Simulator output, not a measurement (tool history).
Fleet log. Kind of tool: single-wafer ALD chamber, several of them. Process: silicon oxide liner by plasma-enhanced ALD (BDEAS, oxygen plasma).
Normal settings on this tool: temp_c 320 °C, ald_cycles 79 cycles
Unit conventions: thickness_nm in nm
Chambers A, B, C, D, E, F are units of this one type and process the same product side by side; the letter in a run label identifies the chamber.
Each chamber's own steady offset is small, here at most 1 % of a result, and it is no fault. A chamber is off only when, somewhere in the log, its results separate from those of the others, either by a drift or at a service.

run,hour,temp_c,ald_cycles,"read-back reference wafer on the same gauge, thickness_nm",thickness_nm
1C,4.7,320,79,6.4818,7.2358
2A,9.3,320,79,6.4817,7.1281
3D,15.3,320,79,6.4854,7.098
4E,19.5,320,79,6.4863,7.1462
5B,25,320,79,6.4865,7.2078
6F,28.7,331,86,6.4879,7.6668
7C,32.6,331,86,6.4878,7.7432
8F,38.7,331,86,6.4882,7.6578
9A,43.4,331,86,6.4921,7.6385
10B,46.6,331,86,6.4937,7.7212
11D,51.5,331,86,6.4961,7.6052
12E,56.5,315,94,6.4917,8.5865
13E,63.3,315,94,6.4947,8.5811
14C,68.5,315,94,6.4969,8.6843
15A,72.2,315,94,6.4954,8.5311
16B,75.7,315,94,6.4957,8.6275
17F,79.3,315,94,6.4989,8.6037
18D,83,320,79,6.4976,7.0978
19C,88.1,320,79,6.5014,7.2254
20B,94.6,320,79,6.5029,7.219
21A,98.5,320,79,6.5019,7.1453
22E,103.9,320,79,6.5057,7.1607
23D,108.3,320,79,6.5047,7.1177
24F,113.9,320,79,6.5085,7.1441
25F,120,320,79,6.5087,7.1565
26E,126.7,320,79,6.5115,7.1867
27D,132.3,320,79,6.5098,7.1422
28B,137,320,79,6.5115,7.2134
29C,140,320,79,6.5149,7.2523
30A,143.3,320,79,6.512,7.1501
31F,147.4,320,79,6.5148,7.1855
32A,152.4,320,79,6.5154,7.154
33C,159.2,320,79,6.5162,7.257
34E,162.9,320,79,6.5176,7.2046
35B,167.2,320,79,6.5166,7.231
36D,172.1,320,79,6.5204,7.1538
37F,176.1,320,79,6.5221,7.181
38C,181.3,320,79,6.5215,7.246
39A,186,320,79,6.524,7.1593

Read the log: is a single chamber off, either drifting away or since a service, is the gauge that measures every chamber drifting, or is nothing wrong beyond small per-chamber offsets? Name any odd chamber and what most likely caused it.

The gauge drifts, so all chambers seem to drift together. No chamber is off.
Cause: gauge reads high (%) = 0.681.
